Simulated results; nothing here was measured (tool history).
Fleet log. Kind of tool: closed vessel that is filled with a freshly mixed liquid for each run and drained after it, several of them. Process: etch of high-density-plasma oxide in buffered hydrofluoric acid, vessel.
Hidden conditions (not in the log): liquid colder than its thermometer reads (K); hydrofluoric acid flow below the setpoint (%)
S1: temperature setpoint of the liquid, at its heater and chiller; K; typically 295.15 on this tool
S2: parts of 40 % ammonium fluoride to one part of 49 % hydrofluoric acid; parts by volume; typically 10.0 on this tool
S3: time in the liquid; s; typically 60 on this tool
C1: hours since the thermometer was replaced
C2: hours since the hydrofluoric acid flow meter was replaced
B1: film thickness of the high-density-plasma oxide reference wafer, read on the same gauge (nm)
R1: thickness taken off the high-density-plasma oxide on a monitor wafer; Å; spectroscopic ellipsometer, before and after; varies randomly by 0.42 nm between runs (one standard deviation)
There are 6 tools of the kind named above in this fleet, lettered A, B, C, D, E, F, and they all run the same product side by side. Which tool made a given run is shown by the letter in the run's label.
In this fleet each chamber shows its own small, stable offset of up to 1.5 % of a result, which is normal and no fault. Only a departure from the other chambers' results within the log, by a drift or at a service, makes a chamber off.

run	day	S1	S2	S3	C1	C2	B1	R1
1D	0.154	295.15	10.0	60	765.1	921.6	60.010	663.63
2E	0.279	295.15	10.0	60	1261.1	802.8	60.003	668.77
3C	0.375	295.15	10.0	60	756.2	83.7	59.974	676.92
4F	0.525	295.15	10.0	60	562.8	1378.8	59.999	667.81
5B	0.608	295.15	13.0	60	1796.2	397.6	59.983	522.05
6A	0.754	295.15	13.0	60	1523.8	59.2	60.026	513.59
7F	0.883	295.15	13.0	60	571.4	1387.4	59.989	515.53
8A	0.962	295.15	13.0	60	1528.8	64.2	60.021	517.26
9B	1.121	295.15	13.0	60	1808.5	409.9	59.985	518.33
10D	1.267	295.15	13.0	60	791.8	948.3	59.993	501.45
11C	1.433	295.15	10.0	60	781.6	109.1	60.019	676.66
12E	1.600	295.15	10.0	60	1292.8	834.5	60.001	667.78
13C	1.746	295.15	10.0	60	789.1	116.6	60.027	669.78
14D	1.846	295.15	7.5	35	805.7	962.2	59.983	492.17
15E	1.988	295.15	7.5	35	1302.1	843.8	60.009	507.09
16B	2.092	295.15	7.5	35	1831.8	433.2	59.995	511.29
17A	2.229	295.15	7.5	35	1559.2	94.6	59.983	506.79
18F	2.396	295.15	7.5	35	607.7	1423.7	60.011	508.79
19E	2.479	295.15	7.5	35	1313.9	855.6	60.007	498.85
20C	2.600	295.15	10.0	85	809.6	137.1	60.006	951.37
21A	2.721	295.15	10.0	85	1571.0	106.4	59.992	947.80
22D	2.829	295.15	10.0	85	829.3	985.8	60.004	891.99
23B	3.000	295.15	10.0	85	1853.6	455.0	59.997	952.22
24F	3.108	295.15	10.0	85	624.8	1440.8	60.003	946.84
25E	3.212	295.15	10.0	85	1331.5	873.2	60.009	943.58
26F	3.325	295.15	10.0	60	630.0	1446.0	60.009	662.98
# day 3.375: chamber F: hydrofluoric acid flow meter replaced
27A	3.421	295.15	10.0	60	1587.8	123.2	59.986	661.69
28D	3.533	295.15	10.0	60	846.2	1002.7	60.003	630.46
29C	3.679	295.15	10.0	60	835.5	163.0	60.003	665.24
30B	3.833	295.15	10.0	60	1873.6	475.0	60.016	671.94
31C	3.912	295.15	10.0	60	841.1	168.6	59.986	669.91
32A	3.996	295.15	10.0	60	1601.6	137.0	59.997	668.79
33D	4.146	297.65	10.0	30	860.9	1017.4	60.000	356.01
34E	4.238	297.65	10.0	30	1356.1	897.8	60.011	379.46
35F	4.404	297.65	10.0	30	655.9	24.8	59.999	381.34
# day 4.496: chamber B: thermometer replaced
36B	4.496	297.65	10.0	30	0.1	490.9	59.984	391.91

Has any chamber moved away from the others, gradually or after a service, or does the common gauge drift, or do the chambers differ only by their own small steady offsets? State the chamber and the most likely cause if one applies.

It is chamber D that slowly wanders off from its peers.
Likeliest cause: liquid colder than its thermometer reads (K) = 1.33.
The log may not tell that from: hydrofluoric acid flow below the setpoint (%).

Here are 4 candidates for chamber D's next run, each the usual settings with a change, their results left as question marks. Which one brings its results back in line with what the others give on the usual settings?
Allowed miss from the other chambers' usual-settings mean, per result, to count as in line: R1 15.00 Å
37D-1	4.625	295.15	9.5	60				?
37D-2	4.625	295.15	10.0	55				?
37D-3	4.625	295.15	10.5	60				?
37D-4	4.625	295.15	10.0	65				?

On the usual settings, the other chambers give on average: R1 668.30 Å
run	R1
37D-1	633.32
37D-2	561.92
37D-3	584.35
37D-4	664.09
With 37D-4, the chamber falls back in line with the rest.
